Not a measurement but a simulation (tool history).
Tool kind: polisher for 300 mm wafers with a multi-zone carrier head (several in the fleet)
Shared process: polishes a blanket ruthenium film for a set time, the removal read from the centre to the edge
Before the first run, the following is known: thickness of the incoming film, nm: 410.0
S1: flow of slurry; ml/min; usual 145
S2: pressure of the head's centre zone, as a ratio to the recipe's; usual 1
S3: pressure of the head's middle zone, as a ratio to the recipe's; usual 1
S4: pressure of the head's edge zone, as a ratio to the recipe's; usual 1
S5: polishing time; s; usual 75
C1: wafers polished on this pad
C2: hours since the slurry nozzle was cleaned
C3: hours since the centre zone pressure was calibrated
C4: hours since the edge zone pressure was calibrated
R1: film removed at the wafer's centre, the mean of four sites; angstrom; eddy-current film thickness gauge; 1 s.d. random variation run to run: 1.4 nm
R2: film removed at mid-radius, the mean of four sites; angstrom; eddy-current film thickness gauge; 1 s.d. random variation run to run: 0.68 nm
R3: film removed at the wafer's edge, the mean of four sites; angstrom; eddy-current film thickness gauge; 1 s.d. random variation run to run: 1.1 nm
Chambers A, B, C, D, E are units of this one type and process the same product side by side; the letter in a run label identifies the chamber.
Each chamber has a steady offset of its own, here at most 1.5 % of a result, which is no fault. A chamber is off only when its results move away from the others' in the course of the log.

At day 0.317: chamber D: slurry nozzle cleaned.
At day 0.329: chamber E: worn pad replaced by a new one.
Run 1B, day 0.342: usual settings; C1 118; C2 103; C3 389.1; C4 628.8. Result: R1 929.28 angstrom, R2 926.3 angstrom, R3 949.5 angstrom.
Run 2D, day 0.567: usual settings; C1 488; C2 6; C3 485.4; C4 69.2. Result: R1 939.75 angstrom, R2 927.54 angstrom, R3 929.6 angstrom.
Run 3A, day 0.733: usual settings; C1 721; C2 125.4; C3 230.1; C4 38.7. Result: R1 902.83 angstrom, R2 936.19 angstrom, R3 936.45 angstrom.
At day 0.921: chamber C: worn pad replaced by a new one.
Run 4E, day 1.079: usual settings; C1 116; C2 444.3; C3 498.4; C4 316.4. Result: R1 915.25 angstrom, R2 923.1 angstrom, R3 916.7 angstrom.
Run 5C, day 1.421: usual settings; C1 77; C2 119.9; C3 577.8; C4 325.7. Result: R1 933.55 angstrom, R2 935.62 angstrom, R3 922.99 angstrom.
Run 6C, day 1.683: usual settings; C1 118; C2 126.2; C3 584.1; C4 332. Result: R1 918.55 angstrom, R2 928.54 angstrom, R3 919.71 angstrom.
At day 1.775: chamber E: slurry nozzle cleaned.
Run 7D, day 2.038: usual settings but S2 1.04; C1 715; C2 41.3; C3 520.7; C4 104.5. Result: R1 963.72 angstrom, R2 907.52 angstrom, R3 918.44 angstrom.
Run 8E, day 2.321: usual settings but S2 1.04; C1 308; C2 13.2; C3 528.2; C4 346.2. Result: R1 979.45 angstrom, R2 925.2 angstrom, R3 907.76 angstrom.
Run 9B, day 2.533: usual settings but S2 1.04; C1 457; C2 155.6; C3 441.7; C4 681.4. Result: R1 994.02 angstrom, R2 930.67 angstrom, R3 936.53 angstrom.
Run 10A, day 2.854: usual settings but S2 1.04; C1 1049; C2 176.3; C3 281; C4 89.6. Result: R1 972.7 angstrom, R2 937.77 angstrom, R3 949.24 angstrom.
Run 11C, day 3.079: usual settings but S2 1.04; C1 334; C2 159.7; C3 617.6; C4 365.5. Result: R1 956.65 angstrom, R2 921.59 angstrom, R3 933.28 angstrom.
Run 12A, day 3.262: usual settings but S1 175 ml/min, S5 51 s; C1 1112; C2 186.1; C3 290.8; C4 99.4. Result: R1 657.43 angstrom, R2 661.89 angstrom, R3 641.34 angstrom.
Run 13E, day 3.483: usual settings but S1 175 ml/min, S5 51 s; C1 488; C2 41.1; C3 556.1; C4 374.1. Result: R1 640.84 angstrom, R2 653.44 angstrom, R3 639.58 angstrom.
Run 14B, day 3.712: usual settings but S1 175 ml/min, S5 51 s; C1 640; C2 183.9; C3 470; C4 709.7. Result: R1 651.16 angstrom, R2 649.24 angstrom, R3 663.97 angstrom.
At day 3.858: chamber B: worn pad replaced by a new one.
Run 15D, day 4.058: usual settings but S1 175 ml/min, S5 51 s; C1 1028; C2 89.8; C3 569.2; C4 153. Result: R1 654.31 angstrom, R2 644.36 angstrom, R3 645.21 angstrom.
Run 16E, day 4.229: usual settings but S1 175 ml/min, S5 51 s; C1 603; C2 59; C3 574; C4 392. Result: R1 640.32 angstrom, R2 654.53 angstrom, R3 656.66 angstrom.
Run 17C, day 4.45: usual settings; C1 546; C2 192.6; C3 650.5; C4 398.4. Result: R1 905.43 angstrom, R2 921.88 angstrom, R3 920.82 angstrom.
Run 18A, day 4.746: usual settings; C1 1342; C2 221.7; C3 326.4; C4 135. Result: R1 965.28 angstrom, R2 947.49 angstrom, R3 918.31 angstrom.
At day 4.842: chamber C: worn pad replaced by a new one.
Run 19D, day 5.038: usual settings; C1 1179; C2 113.3; C3 592.7; C4 176.5. Result: R1 929.99 angstrom, R2 919.69 angstrom, R3 907.08 angstrom.
At day 5.333: chamber A: slurry nozzle cleaned.
Run 20B, day 5.379: usual settings; C1 235; C2 223.9; C3 510; C4 749.7. Result: R1 929.68 angstrom, R2 928.22 angstrom, R3 952.73 angstrom.
Run 21B, day 5.675: usual settings but S4 1.08, S5 90 s; C1 281; C2 231; C3 517.1; C4 756.8. Result: R1 1132 angstrom, R2 1106.4 angstrom, R3 1175.5 angstrom.
Run 22A, day 6.004: usual settings but S4 1.08, S5 90 s; C1 1536; C2 16.2; C3 356.6; C4 165.2. Result: R1 1153.5 angstrom, R2 1129.8 angstrom, R3 1149.1 angstrom.
Run 23E, day 6.212: usual settings but S4 1.08, S5 90 s; C1 910; C2 106.6; C3 621.6; C4 439.6. Result: R1 1111.1 angstrom, R2 1105.6 angstrom, R3 1143.6 angstrom.
At day 6.283: chamber D: worn pad replaced by a new one.
At day 6.354: chamber E: edge zone pressure recalibrated.
Run 24C, day 6.4: usual settings but S4 1.08, S5 90 s; C1 241; C2 239.4; C3 697.3; C4 445.2. Result: R1 1094.8 angstrom, R2 1103.3 angstrom, R3 1157.2 angstrom.
Run 25D, day 6.592: usual settings but S4 1.08, S5 90 s; C1 47; C2 150.6; C3 630; C4 213.8. Result: R1 1102.2 angstrom, R2 1104.8 angstrom, R3 1127.6 angstrom.
At day 6.6: chamber A: worn pad replaced by a new one.
Run 26A, day 6.908: usual settings; C1 47; C2 37.9; C3 378.3; C4 186.9. Result: R1 980.36 angstrom, R2 934.84 angstrom, R3 932.25 angstrom.
Run 27E, day 7.092: usual settings; C1 1046; C2 127.7; C3 642.7; C4 17.7. Result: R1 931.53 angstrom, R2 935.71 angstrom, R3 925.75 angstrom.
Run 28B, day 7.279: usual settings; C1 529; C2 269.5; C3 555.6; C4 795.3. Result: R1 928.34 angstrom, R2 919.94 angstrom, R3 950.99 angstrom.
At day 7.429: chamber B: worn pad replaced by a new one.
Run 29C, day 7.638: usual settings; C1 432; C2 269.1; C3 727; C4 474.9. Result: R1 920.46 angstrom, R2 929.23 angstrom, R3 935.91 angstrom.
At day 7.767: chamber C: edge zone pressure recalibrated.
Run 30D, day 7.817: usual settings but S3 1.07, S5 56 s; C1 237; C2 180; C3 659.4; C4 243.2. Result: R1 687.4 angstrom, R2 735.51 angstrom, R3 684.46 angstrom.
At day 8.038: chamber B: centre zone pressure recalibrated.
Run 31D, day 8.096: usual settings but S3 1.07, S5 56 s; C1 280; C2 186.7; C3 666.1; C4 249.9. Result: R1 677.1 angstrom, R2 738.4 angstrom, R3 690.6 angstrom.
Run 32E, day 8.425: usual settings but S3 1.07, S5 56 s; C1 1252; C2 159.7; C3 674.7; C4 49.7. Result: R1 656.08 angstrom, R2 738.13 angstrom, R3 690.74 angstrom.
At day 8.517: chamber C: worn pad replaced by a new one.
Run 33A, day 8.654: usual settings but S3 1.07, S5 56 s; C1 318; C2 79.8; C3 420.2; C4 228.8. Result: R1 732.61 angstrom, R2 743.84 angstrom, R3 690.97 angstrom.
Run 34B, day 9.004: usual settings but S3 1.07, S5 56 s; C1 244; C2 310.9; C3 23.3; C4 836.7. Result: R1 703.66 angstrom, R2 742.17 angstrom, R3 691.17 angstrom.
Run 35C, day 9.188: usual settings; C1 104; C2 306.3; C3 764.2; C4 34.2. Result: R1 918.6 angstrom, R2 919.62 angstrom, R3 914.59 angstrom.
Run 36C, day 9.4: usual settings; C1 136; C2 311.4; C3 769.3; C4 39.3. Result: R1 918.68 angstrom, R2 925.04 angstrom, R3 923.03 angstrom.
Run 37D, day 9.617: usual settings; C1 515; C2 223.2; C3 702.6; C4 286.4. Result: R1 913.79 angstrom, R2 924.01 angstrom, R3 931.29 angstrom.
Run 38A, day 9.792: usual settings; C1 494; C2 107.1; C3 447.5; C4 256.1. Result: R1 1025.4 angstrom, R2 939.05 angstrom, R3 944.96 angstrom.
Run 39E, day 9.975: usual settings; C1 1492; C2 196.9; C3 711.9; C4 86.9. Result: R1 901.52 angstrom, R2 919.34 angstrom, R3 926.11 angstrom.
Run 40B, day 10.262: usual settings; C1 438; C2 341.1; C3 53.5; C4 866.9. Result: R1 914.63 angstrom, R2 940.23 angstrom, R3 925.01 angstrom.
At day 10.346: chamber E: worn pad replaced by a new one.
Run 41B, day 10.429: usual settings but S1 165 ml/min, S5 94 s; C1 464; C2 345.1; C3 57.5; C4 870.9. Result: R1 1212.7 angstrom, R2 1187.9 angstrom, R3 1176.4 angstrom.
Run 42E, day 10.771: usual settings but S1 165 ml/min, S5 94 s; C1 65; C2 216; C3 731; C4 106. Result: R1 1209.6 angstrom, R2 1192.4 angstrom, R3 1186.5 angstrom.
Run 43C, day 10.946: usual settings but S1 165 ml/min, S5 94 s; C1 376; C2 348.5; C3 806.4; C4 76.4. Result: R1 1195.3 angstrom, R2 1210.6 angstrom, R3 1182.5 angstrom.

The same settings go to every chamber for the next run, one line per chamber below. Forecast the results for each:
Run 44A, day 11.204: usual settings. Result: R1 ?, R2 ?, R3 ?.
Run 44B, day 11.204: usual settings. Result: R1 ?, R2 ?, R3 ?.
Run 44C, day 11.204: usual settings. Result: R1 ?, R2 ?, R3 ?.
Run 44D, day 11.204: usual settings. Result: R1 ?, R2 ?, R3 ?.
Run 44E, day 11.204: usual settings. Result: R1 ?, R2 ?, R3 ?.

run      R1      R2      R3
44A  1057.2  948.89   939.8
44B  909.17  926.27  936.84
44C  922.11  935.55  952.29
44D  909.44  922.46  931.02
44E  927.47  933.88     929
